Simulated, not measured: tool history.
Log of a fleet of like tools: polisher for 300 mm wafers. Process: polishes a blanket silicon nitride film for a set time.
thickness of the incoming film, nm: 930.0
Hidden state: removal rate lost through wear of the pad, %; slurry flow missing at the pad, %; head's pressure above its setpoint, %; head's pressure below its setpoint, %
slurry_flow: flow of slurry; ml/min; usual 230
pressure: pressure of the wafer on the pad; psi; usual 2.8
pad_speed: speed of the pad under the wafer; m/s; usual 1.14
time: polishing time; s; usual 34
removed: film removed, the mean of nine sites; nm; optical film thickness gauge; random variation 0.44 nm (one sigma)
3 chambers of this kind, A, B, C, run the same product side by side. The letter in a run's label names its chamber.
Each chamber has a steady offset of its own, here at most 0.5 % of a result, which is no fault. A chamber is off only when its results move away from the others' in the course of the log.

run	hour	slurry_flow	pressure	pad_speed	time	wafers polished on this pad	hours since the slurry nozzle was cleaned	hours since the head pressure was calibrated	removed
# hour 4.6: chamber C: worn pad replaced by a new one
1A	12.8	230	2.8	1.14	34	863	212.4	537.3	43.395
# hour 14.9: chamber B: worn pad replaced by a new one
2B	23.9	230	2.8	1.14	34	130	220.9	57.1	44.099
3C	35.5	230	2.8	1.14	34	447	222.2	256.7	44.028
# hour 42.2: chamber A: worn pad replaced by a new one
4B	46.5	230	2.8	1.14	34	457	243.5	79.7	43.809
5A	58.2	230	2.8	1.14	34	231	257.8	582.7	43.614
# hour 68.7: chamber B: worn pad replaced by a new one
6C	68.7	230	2.8	1.14	34	927	255.4	289.9	43.440
7B	81.1	230	2.8	1.14	34	180	278.1	114.3	43.965
# hour 85.0: chamber C: worn pad replaced by a new one
8C	89.6	230	2.1	1.14	42	67	276.3	310.8	40.822
9A	95.3	230	2.1	1.14	42	768	294.9	619.8	39.753
10C	107.4	230	2.1	1.14	42	324	294.1	328.6	41.195
# hour 108.9: chamber A: head pressure recalibrated
# hour 112.5: chamber A: worn pad replaced by a new one
11B	120.4	230	2.8	1.14	34	748	317.4	153.6	43.928
12A	128.0	230	2.8	1.14	34	225	327.6	19.1	43.268
# hour 128.6: chamber B: worn pad replaced by a new one
13C	136.8	230	2.8	1.14	34	750	323.5	358.0	43.427
# hour 139.4: chamber C: slurry nozzle cleaned
14A	142.8	230	2.8	1.14	34	439	342.4	33.9	44.361
15B	154.8	230	2.8	1.14	34	379	351.8	188.0	43.157
16B	165.4	230	2.8	1.14	34	533	362.4	198.6	43.754
17A	176.1	280	2.8	1.14	34	920	375.7	67.2	44.914
# hour 180.4: chamber C: worn pad replaced by a new one
18C	184.4	280	2.8	1.14	34	59	45.1	405.6	42.765
# hour 186.4: chamber A: worn pad replaced by a new one
# hour 192.1: chamber B: worn pad replaced by a new one
19C	193.9	280	2.8	1.14	34	196	54.6	415.1	43.168
20B	203.1	230	2.8	1.14	34	159	400.1	236.3	43.757
21A	208.9	230	2.8	1.14	34	326	408.5	100.0	43.910
22B	217.7	230	2.8	1.14	34	370	414.7	250.9	44.278
23C	225.8	230	2.8	1.14	34	657	86.5	447.0	41.507
24A	236.2	230	2.8	1.14	34	721	435.8	127.3	43.307
# hour 239.9: chamber B: slurry nozzle cleaned
25C	242.2	230	2.8	1.14	34	895	102.9	463.4	41.378
26B	251.9	230	2.8	1.14	34	865	12.1	285.1	43.473
# hour 257.1: chamber B: worn pad replaced by a new one
27A	258.9	230	2.8	1.14	34	1049	458.5	150.0	43.721
28C	267.3	230	2.8	1.14	34	1258	128.0	488.5	40.896
# hour 273.1: chamber A: worn pad replaced by a new one
29A	275.6	230	3.1	1.38	34	36	475.2	166.7	56.264
30B	283.6	230	3.1	1.38	34	384	43.8	316.8	56.512

What goes on in this fleet: one chamber off, a drifting gauge, or nothing beyond the chambers' own small offsets? Name the chamber and the cause, if any.

Chamber C drifts away from the others.
Cause: head's pressure below its setpoint, % = 8.16.

Here are 4 candidates for chamber C's next run, each the usual settings with a change, their results left as question marks. Which one brings its results back in line with what the others give on the usual settings?
In line means no further than this from the other chambers' mean on the usual settings: removed 1.500 nm
31C-1	293.0	230	2.8	1.12	34				?
31C-2	293.0	230	2.7	1.12	33				?
31C-3	293.0	230	2.8	1.14	37				?
31C-4	293.0	230	2.8	1.16	34				?

The other chambers' mean on the usual settings: removed 43.707 nm
run	removed
31C-1	39.865
31C-2	37.321
31C-3	44.005
31C-4	41.007
31C-3 brings the chamber back in line.
